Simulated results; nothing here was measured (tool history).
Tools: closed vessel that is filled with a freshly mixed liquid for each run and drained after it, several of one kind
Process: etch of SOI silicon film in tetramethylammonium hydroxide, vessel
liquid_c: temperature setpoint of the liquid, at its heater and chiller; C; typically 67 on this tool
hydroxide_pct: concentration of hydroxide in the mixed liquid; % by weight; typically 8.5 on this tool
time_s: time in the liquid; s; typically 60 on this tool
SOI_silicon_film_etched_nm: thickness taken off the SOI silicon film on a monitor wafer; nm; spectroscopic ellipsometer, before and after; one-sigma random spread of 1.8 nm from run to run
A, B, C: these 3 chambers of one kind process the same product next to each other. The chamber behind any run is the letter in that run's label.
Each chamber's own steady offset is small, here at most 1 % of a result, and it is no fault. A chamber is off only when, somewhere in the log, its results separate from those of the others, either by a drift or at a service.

run    day  liquid_c  hydroxide_pct  time_s  hours since the thermometer was replaced  hours since the hydroxide flow meter was replaced  read-back film thickness of the SOI silicon film reference wafer, read on the same gauge (nm)  SOI_silicon_film_etched_nm
 1C  0.192        67            8.5      60                                     918.3                                             1133.6                                                                                         79.986                      381.92
 2A  0.383        67            8.5      60                                     856.6                                             2057.8                                                                                         79.994                      378.11
 3B    0.5        67            8.5      60                                    1482.8                                             2078.8                                                                                         79.996                       379.1
 4B  0.608        67            8.5      60                                    1485.4                                             2081.4                                                                                         79.991                      379.21
 5A  0.829        64            8.5      30                                     867.3                                             2068.5                                                                                         79.982                       157.6
 6C  1.029        64            8.5      30                                     938.4                                             1153.7                                                                                         80.012                      159.13
 7C  1.171        64            8.5      30                                     941.8                                             1157.1                                                                                         79.976                       159.1
 8B    1.3        67            8.5      60                                      1502                                               2098                                                                                         79.975                      378.65
 9A  1.525        64            8.5      85                                       884                                             2085.2                                                                                         79.993                      453.34
10B  1.717        64            8.5      85                                      1512                                               2108                                                                                         80.019                      455.64
11C  1.917        64            8.5      85                                     959.7                                               1175                                                                                         80.002                      449.07
12A  2.029        67            8.5      60                                     896.1                                             2097.3                                                                                          79.98                      379.91
13C  2.208        67            8.5      60                                     966.7                                               1182                                                                                         80.007                      382.28
14B  2.417        67            8.5      60                                    1528.8                                             2124.8                                                                                         79.998                      385.88
15A  2.529        67            8.5      60                                     908.1                                             2109.3                                                                                         80.029                      381.93
16C  2.625        67            8.5      60                                     976.7                                               1192                                                                                          80.02                      381.92
     2.688  -- chamber B: hydroxide flow meter replaced
17B  2.746        67            8.5      60                                    1536.7                                                1.4                                                                                         79.984                      384.81
18A  2.871        67            8.5      60                                     916.3                                             2117.5                                                                                             80                       382.1
19A  3.071        67            8.5      60                                     921.1                                             2122.3                                                                                         80.017                      382.06
20B  3.288        67            8.5      60                                    1549.7                                               14.4                                                                                         79.995                      387.24
21C  3.508        67            8.5      60                                     997.9                                             1213.2                                                                                         80.001                      379.62
22C  3.625        67            8.5      60                                    1000.7                                               1216                                                                                         80.013                      379.61
23B  3.829        67            8.5      60                                    1562.7                                               27.4                                                                                         79.989                      391.29
24A  3.971        67            8.5      60                                     942.7                                             2143.9                                                                                         80.003                       380.8
25C  4.117        67            8.5      60                                    1012.5                                             1227.8                                                                                         79.994                      383.13
26A  4.317        67            8.5      60                                       951                                             2152.2                                                                                         79.986                      380.11
27B  4.438        67            8.5      60                                    1577.3                                                 42                                                                                         80.012                      394.08
28C  4.588        67            8.5      60                                    1023.8                                             1239.1                                                                                         80.008                      382.33
29B  4.779        67            8.5      80                                    1585.5                                               50.2                                                                                          80.01                      526.84
30A  4.929        67            8.5      80                                     965.7                                             2166.9                                                                                         80.015                      505.51
31A  5.112        67            8.5      80                                     970.1                                             2171.3                                                                                         80.004                      508.23
32C  5.225        67            8.5      60                                    1039.1                                             1254.4                                                                                         79.988                      384.01

What goes on in this fleet: one chamber off, a drifting gauge, or nothing beyond the chambers' own small offsets? Name the chamber and the cause, if any.

One chamber, B, drifts off from the rest bit by bit.
Cause: liquid hotter than its thermometer reads (K) = 0.849.

Here are 4 candidates for chamber B's next run, each the usual settings with a change, their results left as question marks. Which one brings its results back in line with what the others give on the usual settings?
Allowed miss from the other chambers' usual-settings mean, per result, to count as in line: SOI_silicon_film_etched_nm 6.4 nm
33B-1  5.388        67            6.5      60                                                                                                                                                                                                                       ?
33B-2  5.388        67           10.5      60                                                                                                                                                                                                                       ?
33B-3  5.388        67            9.5      60                                                                                                                                                                                                                       ?
33B-4  5.388        67            7.5      60                                                                                                                                                                                                                       ?

Other chambers, usual settings, mean: SOI_silicon_film_etched_nm 381.52 nm
  run  SOI_silicon_film_etched_nm
33B-1                      429.68
33B-2                      369.29
33B-3                      383.02
33B-4                      414.12
The answer is 33B-3, which returns the chamber to within the allowed miss of the others.
